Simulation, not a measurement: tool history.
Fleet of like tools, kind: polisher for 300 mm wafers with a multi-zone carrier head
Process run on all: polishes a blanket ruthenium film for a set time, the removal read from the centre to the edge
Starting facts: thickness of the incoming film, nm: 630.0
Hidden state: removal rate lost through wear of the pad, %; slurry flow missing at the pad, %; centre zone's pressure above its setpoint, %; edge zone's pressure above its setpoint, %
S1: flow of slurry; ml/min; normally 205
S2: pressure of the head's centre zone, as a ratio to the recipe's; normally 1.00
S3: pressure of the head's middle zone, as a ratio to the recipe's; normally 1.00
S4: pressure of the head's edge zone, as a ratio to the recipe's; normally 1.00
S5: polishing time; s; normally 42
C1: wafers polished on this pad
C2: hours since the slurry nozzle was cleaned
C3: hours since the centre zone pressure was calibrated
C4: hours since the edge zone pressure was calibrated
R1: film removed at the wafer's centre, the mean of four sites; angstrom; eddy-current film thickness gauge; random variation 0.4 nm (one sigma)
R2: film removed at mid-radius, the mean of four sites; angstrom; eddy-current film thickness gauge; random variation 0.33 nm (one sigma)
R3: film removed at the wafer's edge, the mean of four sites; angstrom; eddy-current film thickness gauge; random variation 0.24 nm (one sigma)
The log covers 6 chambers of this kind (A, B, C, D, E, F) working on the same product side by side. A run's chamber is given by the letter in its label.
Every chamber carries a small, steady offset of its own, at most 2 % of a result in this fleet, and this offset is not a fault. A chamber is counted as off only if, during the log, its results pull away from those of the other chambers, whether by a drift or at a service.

run	hour	S1	S2	S3	S4	S5	C1	C2	C3	C4	R1	R2	R3
1C	10.0	205	1.00	1.00	1.00	42	493	521.3	790.0	87.5	273.70	281.03	274.44
# hour 14.4: chamber C: centre zone pressure recalibrated
2B	21.7	205	1.00	1.00	1.00	42	799	199.3	463.2	318.7	268.91	275.35	273.62
3D	33.0	205	1.00	1.00	1.00	42	642	48.5	564.7	163.7	271.24	271.41	275.66
4F	42.2	205	1.00	1.00	1.00	42	577	232.9	226.2	610.8	275.95	275.01	267.11
5A	52.3	205	1.00	1.00	1.00	42	624	152.9	491.5	382.4	275.00	264.69	276.28
6E	60.6	205	1.00	1.00	1.11	42	757	204.7	1074.2	671.5	275.40	272.34	286.38
7B	67.8	205	1.00	1.00	1.11	42	1211	245.4	509.3	364.8	270.10	271.13	288.65
# hour 74.9: chamber D: worn pad replaced by a new one
# hour 78.3: chamber E: worn pad replaced by a new one
8D	79.0	205	1.00	1.00	1.11	42	37	94.5	610.7	209.7	264.16	275.40	288.95
# hour 81.7: chamber B: worn pad replaced by a new one
# hour 82.8: chamber F: slurry nozzle cleaned
9C	86.3	205	1.00	1.00	1.11	42	1175	597.6	72.0	163.8	265.01	272.17	288.87
10E	98.6	205	1.00	1.00	1.11	42	181	242.7	1112.2	709.5	278.86	279.90	286.34
# hour 104.3: chamber C: worn pad replaced by a new one
# hour 104.9: chamber A: worn pad replaced by a new one
# hour 106.4: chamber F: worn pad replaced by a new one
11A	112.0	205	1.00	1.00	1.11	42	63	212.6	551.2	442.1	269.79	275.09	293.90
12F	121.8	205	1.00	1.00	1.00	42	138	39.1	305.8	690.4	281.39	277.04	269.87
13C	129.2	205	1.00	1.00	1.00	42	222	640.5	114.9	206.7	272.35	270.24	274.35
14A	136.2	205	1.00	1.00	1.00	42	279	236.8	575.4	466.3	274.47	274.54	278.48
15F	144.1	205	1.00	1.00	1.00	42	337	61.4	328.1	712.7	276.07	274.37	270.93
16B	152.6	205	1.00	1.00	1.00	42	634	330.2	594.1	449.6	275.97	276.18	271.91
17E	160.7	205	1.00	1.00	1.00	42	736	304.8	1174.3	771.6	278.43	281.21	274.72
# hour 161.1: chamber E: worn pad replaced by a new one
18D	170.4	205	1.00	1.00	1.00	42	854	185.9	702.1	301.1	269.68	277.04	272.92
19C	176.7	205	1.00	1.00	1.00	42	647	688.0	162.4	254.2	271.31	277.64	276.13
20D	186.9	205	1.00	1.00	1.00	42	1001	202.4	718.6	317.6	277.86	271.51	267.84
# hour 189.3: chamber C: slurry nozzle cleaned
# hour 189.5: chamber D: worn pad replaced by a new one
21B	199.0	205	1.00	1.00	1.00	42	1049	376.6	640.5	496.0	270.51	273.45	269.41
22F	208.8	205	1.00	1.00	1.00	42	915	126.1	392.8	777.4	271.34	269.40	272.44
# hour 209.4: chamber E: slurry nozzle cleaned
# hour 215.7: chamber F: edge zone pressure recalibrated
23E	216.3	205	1.00	1.00	1.00	42	493	6.9	1229.9	827.2	273.61	272.45	272.65
# hour 216.8: chamber F: worn pad replaced by a new one
24A	226.3	205	1.00	1.00	1.00	42	1085	326.9	665.5	556.4	278.93	269.94	274.18
25D	237.4	205	1.00	1.00	1.00	42	428	252.9	769.1	368.1	274.28	268.08	271.93
# hour 240.7: chamber B: worn pad replaced by a new one
# hour 242.6: chamber C: worn pad replaced by a new one
# hour 242.7: chamber A: worn pad replaced by a new one
26A	248.3	205	1.06	1.00	1.00	31	50	348.9	687.5	578.4	216.79	200.06	207.87
27C	261.1	205	1.06	1.00	1.00	31	166	71.9	246.8	338.6	214.68	201.07	201.44
# hour 261.8: chamber E: worn pad replaced by a new one
28B	275.1	205	1.06	1.00	1.00	31	307	452.7	716.6	572.1	212.69	203.42	203.84
29F	281.8	205	1.06	1.00	1.00	31	581	199.1	465.8	66.2	218.78	205.86	203.25
# hour 288.7: chamber D: centre zone pressure recalibrated
30E	295.4	205	1.06	1.00	1.00	31	300	86.0	1309.0	906.3	214.23	204.85	202.94
31A	304.7	205	1.06	1.00	1.00	31	554	405.3	743.9	634.8	213.74	195.95	203.16
# hour 314.2: chamber E: centre zone pressure recalibrated
32C	316.0	205	1.00	1.00	1.00	42	656	126.8	301.7	393.5	279.57	278.28	271.70
33E	326.9	205	1.00	1.00	1.00	42	582	117.5	12.7	937.8	276.64	277.86	271.23
# hour 330.5: chamber D: worn pad replaced by a new one
# hour 339.0: chamber F: worn pad replaced by a new one
34D	339.1	205	1.00	1.00	1.00	42	77	354.6	50.5	469.8	272.70	268.99	272.59
35F	347.4	205	1.00	1.00	1.00	42	75	264.7	531.4	131.8	275.69	277.67	268.30
# hour 352.8: chamber B: centre zone pressure recalibrated
36B	359.8	205	1.00	1.00	1.00	42	1064	537.4	7.1	656.8	273.40	271.63	271.92
# hour 359.9: chamber F: slurry nozzle cleaned
37F	366.0	205	1.00	1.00	1.00	42	241	6.2	550.0	150.4	269.90	271.39	274.00
# hour 369.3: chamber E: worn pad replaced by a new one
38E	372.2	205	1.00	1.00	1.00	33	26	162.8	58.0	983.1	216.43	210.32	213.04

Read the log: is a single chamber off, either drifting away or since a service, is the gauge that measures every chamber drifting, or is nothing wrong beyond small per-chamber offsets? Name any odd chamber and what most likely caused it.

No chamber stands off beyond its own small offset, and the gauge holds steady.

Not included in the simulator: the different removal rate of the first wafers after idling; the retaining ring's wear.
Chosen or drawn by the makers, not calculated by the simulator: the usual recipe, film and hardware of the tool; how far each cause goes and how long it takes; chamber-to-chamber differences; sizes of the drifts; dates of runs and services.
